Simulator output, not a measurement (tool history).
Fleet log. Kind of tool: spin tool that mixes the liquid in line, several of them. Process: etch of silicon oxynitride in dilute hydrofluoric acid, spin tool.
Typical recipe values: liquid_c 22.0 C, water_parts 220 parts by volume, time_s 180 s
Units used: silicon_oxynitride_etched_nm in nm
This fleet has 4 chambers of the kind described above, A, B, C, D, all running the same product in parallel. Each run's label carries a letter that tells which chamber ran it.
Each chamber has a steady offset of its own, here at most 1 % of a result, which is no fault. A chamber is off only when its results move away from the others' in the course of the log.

run,hour,liquid_c,water_parts,time_s,hours since the thermometer was replaced,hours since the hydrofluoric acid flow meter was replaced,"read-back film thickness of the silicon oxynitride reference wafer, read on the same gauge (nm)",silicon_oxynitride_etched_nm
1D,7.7,22.0,220,180,1336.6,696.5,90.029,1.8172
2C,13.8,22.0,220,180,515.6,1109.1,90.009,1.8840
3B,22.0,22.0,220,180,1227.5,978.5,89.962,1.7807
4A,31.2,22.0,220,180,697.4,260.2,90.005,1.7879
5C,37.9,22.0,220,180,539.7,1133.2,90.002,1.7744
6A,43.2,22.0,220,180,709.4,272.2,90.015,1.7621
7D,47.7,22.0,220,180,1376.6,736.5,90.028,1.7981
8B,52.5,22.0,220,180,1258.0,1009.0,89.940,1.7948
9A,57.6,22.0,220,180,723.8,286.6,90.004,1.8226
10B,64.9,22.0,220,180,1270.4,1021.4,90.003,1.7618
11D,72.5,22.0,220,180,1401.4,761.3,89.970,1.8692
12C,77.5,22.0,220,180,579.3,1172.8,90.037,1.8080
13D,87.1,22.0,220,180,1416.0,775.9,90.030,1.8241
14A,96.6,22.0,220,180,762.8,325.6,90.001,1.7956
15C,102.6,22.0,220,180,604.4,1197.9,89.947,1.7692
16B,110.6,24.0,300,180,1316.1,1067.1,90.031,1.3616
17B,115.2,24.0,300,180,1320.7,1071.7,90.010,1.3521
18A,124.5,24.0,300,180,790.7,353.5,89.942,1.3812
19C,130.6,24.0,300,180,632.4,1225.9,89.955,1.3502
20D,135.9,22.0,220,180,1464.8,824.7,89.965,1.8208
21A,143.7,22.0,220,180,809.9,372.7,90.030,1.7835
22D,151.2,22.0,220,180,1480.1,840.0,89.977,1.7824
23B,160.5,26.5,260,180,1366.0,1117.0,90.043,1.8159
24C,168.2,26.5,260,180,670.0,1263.5,89.986,1.7920
25A,175.7,26.5,260,180,841.9,404.7,90.013,1.7942
# hour 179.0: chamber B: thermometer replaced
26C,184.2,26.5,260,180,686.0,1279.5,90.003,1.7910
# hour 187.1: chamber D: hydrofluoric acid flow meter replaced
27B,188.6,22.0,220,180,9.6,1145.1,89.994,1.8474
28D,193.4,22.0,220,180,1522.3,6.4,90.013,1.8351
29D,198.5,24.5,220,260,1527.4,11.5,89.993,3.0342
30B,205.8,24.5,220,260,26.8,1162.3,90.027,2.9454
31C,210.7,24.5,220,260,712.5,1306.0,90.020,2.8771
32A,218.4,24.5,220,260,884.6,447.4,90.000,2.8396
33D,225.3,18.5,220,230,1554.2,38.3,90.033,1.9619
# hour 234.3: chamber A: hydrofluoric acid flow meter replaced
34A,234.3,18.5,220,230,900.5,0.1,89.976,2.0443
35B,242.7,18.5,220,230,63.7,1199.2,90.003,1.9484
36C,248.6,18.5,220,230,750.4,1343.9,90.008,1.9839
37D,253.5,22.0,220,180,1582.4,66.5,89.969,1.8924
38C,261.0,22.0,220,180,762.8,1356.3,89.992,1.8002
39A,267.9,22.0,220,180,934.1,33.7,89.997,1.8641

Each of the 4 chambers runs these same settings next. Fill in every chamber's results:
40A,274.9,22.0,220,180,,,,?
40B,274.9,22.0,220,180,,,,?
40C,274.9,22.0,220,180,,,,?
40D,274.9,22.0,220,180,,,,?

run,silicon_oxynitride_etched_nm
40A,1.8327
40B,1.7846
40C,1.8208
40D,1.8218
